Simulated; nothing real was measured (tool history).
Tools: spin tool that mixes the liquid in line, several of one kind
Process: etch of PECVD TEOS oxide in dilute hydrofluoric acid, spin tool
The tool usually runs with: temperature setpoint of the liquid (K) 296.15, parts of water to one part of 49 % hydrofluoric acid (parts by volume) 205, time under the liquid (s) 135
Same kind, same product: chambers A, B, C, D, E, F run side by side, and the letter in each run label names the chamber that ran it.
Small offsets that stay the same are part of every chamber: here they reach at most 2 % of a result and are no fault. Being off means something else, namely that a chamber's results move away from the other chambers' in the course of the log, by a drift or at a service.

run   hour  temperature setpoint of the liquid (K)  parts of water to one part of 49 % hydrofluoric acid (parts by volume)  time under the liquid (s)  hours since the thermometer was replaced  hours since the hydrofluoric acid flow meter was replaced  read-back film thickness of the PECVD TEOS oxide reference wafer, read on the same gauge (nm)  thickness taken off the PECVD TEOS oxide on a monitor wafer (nm)
 1F    4.7                                  296.15                                                                     205                        135                                     139.1                                                      203.6                                                                                         60.021                                                            15.342
 2E   10.5                                  296.15                                                                     205                        135                                     558.4                                                     1784.3                                                                                         60.058                                                            16.069
      12.9  -- chamber B: thermometer replaced
 3D   17.1                                  296.15                                                                     205                        135                                     579.7                                                      656.5                                                                                         59.996                                                            15.959
 4A   23.1                                  296.15                                                                     205                        135                                     973.2                                                      121.4                                                                                         59.987                                                             15.86
 5B   28.6                                  296.15                                                                     205                        135                                      15.7                                                      898.3                                                                                         59.992                                                            15.906
 6C   32.6                                  296.15                                                                     205                        135                                     191.3                                                      329.8                                                                                         59.995                                                            16.038
 7C   36.3                                  296.15                                                                     205                        135                                       195                                                      333.5                                                                                         59.999                                                            16.039
 8A   40.5                                  296.15                                                                     205                        135                                     990.6                                                      138.8                                                                                         59.977                                                            16.124
 9F   44.1                                  296.15                                                                     205                        135                                     178.5                                                        243                                                                                         59.991                                                            15.442
10B   47.7                                  296.15                                                                     290                         85                                      34.8                                                      917.4                                                                                         59.992                                                            6.4951
11D   53.6                                  296.15                                                                     290                         85                                     616.2                                                        693                                                                                         60.017                                                            6.5799
12E   59.6                                  296.15                                                                     290                         85                                     607.5                                                     1833.4                                                                                         59.999                                                            6.5842
13B   63.3                                  296.15                                                                     290                         85                                      50.4                                                        933                                                                                         60.039                                                            6.5706
14F   68.7                                  296.15                                                                     290                         85                                     203.1                                                      267.6                                                                                         59.974                                                            6.3181
15D   73.8                                  296.15                                                                     290                         85                                     636.4                                                      713.2                                                                                         59.984                                                            6.5431
16A   79.3                                  296.15                                                                     205                        135                                    1029.4                                                      177.6                                                                                         60.019                                                            15.885
17C   83.5                                  296.15                                                                     205                        135                                     242.2                                                      380.7                                                                                         59.993                                                            15.947
18E   90.7                                  296.15                                                                     205                        135                                     638.6                                                     1864.5                                                                                         60.012                                                            16.267
19D   95.7                                  296.15                                                                     205                        135                                     658.3                                                      735.1                                                                                         60.036                                                            16.363
20F  102.3                                  296.15                                                                     205                        135                                     236.7                                                      301.2                                                                                         59.995                                                            15.014
21E  107.9                                  296.15                                                                     205                        135                                     655.8                                                     1881.7                                                                                         60.006                                                            16.054
22C  113.5                                  296.15                                                                     205                        135                                     272.2                                                      410.7                                                                                         59.992                                                            16.004
23A  119.4                                  296.15                                                                     205                        135                                    1069.5                                                      217.7                                                                                         60.038                                                            15.756
24B  122.9                                  296.15                                                                     205                        135                                       110                                                      992.6                                                                                         60.002                                                            15.902
25D  128.3                                  296.15                                                                     205                        135                                     690.9                                                      767.7                                                                                         60.006                                                            16.055
26E  131.9                                  296.15                                                                     205                        135                                     679.8                                                     1905.7                                                                                         60.011                                                            16.143
27B  137.9                                  296.15                                                                     205                        135                                       125                                                     1007.6                                                                                         60.004                                                            16.006
28F  142.4                                  296.15                                                                     205                        135                                     276.8                                                      341.3                                                                                         60.011                                                            14.958
29A    147                                  296.15                                                                     205                        135                                    1097.1                                                      245.3                                                                                         60.018                                                            15.603
30C  151.8                                  296.15                                                                     205                        135                                     310.5                                                        449                                                                                          59.97                                                            16.008
31B    158                                  296.15                                                                     205                        135                                     145.1                                                     1027.7                                                                                         60.035                                                            15.949
32E  164.3                                  296.15                                                                     205                        135                                     712.2                                                     1938.1                                                                                         59.975                                                            16.443
33C  169.3                                  296.15                                                                     205                        135                                       328                                                      466.5                                                                                         60.011                                                              15.7
34A  175.1                                  296.15                                                                     205                        135                                    1125.2                                                      273.4                                                                                         60.033                                                            15.933
35F  180.3                                  291.15                                                                     205                         70                                     314.7                                                      379.2                                                                                         59.982                                                             6.465
36D  185.8                                  291.15                                                                     205                         70                                     748.4                                                      825.2                                                                                          60.02                                                            6.8831
37A  189.8                                  291.15                                                                     205                         70                                    1139.9                                                      288.1                                                                                         60.048                                                            6.7685

Is one chamber off against the others, does the gauge drift, or is nothing wrong? If a chamber is off, say which, and what the likeliest cause is.

Chamber F drifts away from the others.
Most likely cause: liquid colder than its thermometer reads (K) = 1.39.
Not necessarily distinguishable in this log from: hydrofluoric acid flow below the setpoint (%).

Which of the 4 candidates below, each the usual settings with something changed and its results left as question marks, puts chamber F back in line with what the other chambers give on the usual settings?
Maximum distance from the other chambers' mean on the usual settings for a result to count as in line: thickness taken off the PECVD TEOS oxide on a monitor wafer (nm) 0.55
38F-1  194.9                                  296.65                                                                     205                        135                                                                                                                                                                                                                                                                     ?
38F-2  194.9                                  298.15                                                                     205                        135                                                                                                                                                                                                                                                                     ?
38F-3  194.9                                  295.65                                                                     205                        135                                                                                                                                                                                                                                                                     ?
38F-4  194.9                                  296.15                                                                     205                        125                                                                                                                                                                                                                                                                     ?

Usual-settings mean across the other chambers: thickness taken off the PECVD TEOS oxide on a monitor wafer (nm) 15.962
  run  thickness taken off the PECVD TEOS oxide on a monitor wafer (nm)
38F-1                                                            15.098
38F-2                                                            15.967
38F-3                                                            14.544
38F-4                                                            13.724
With 38F-2, the chamber falls back in line with the rest.
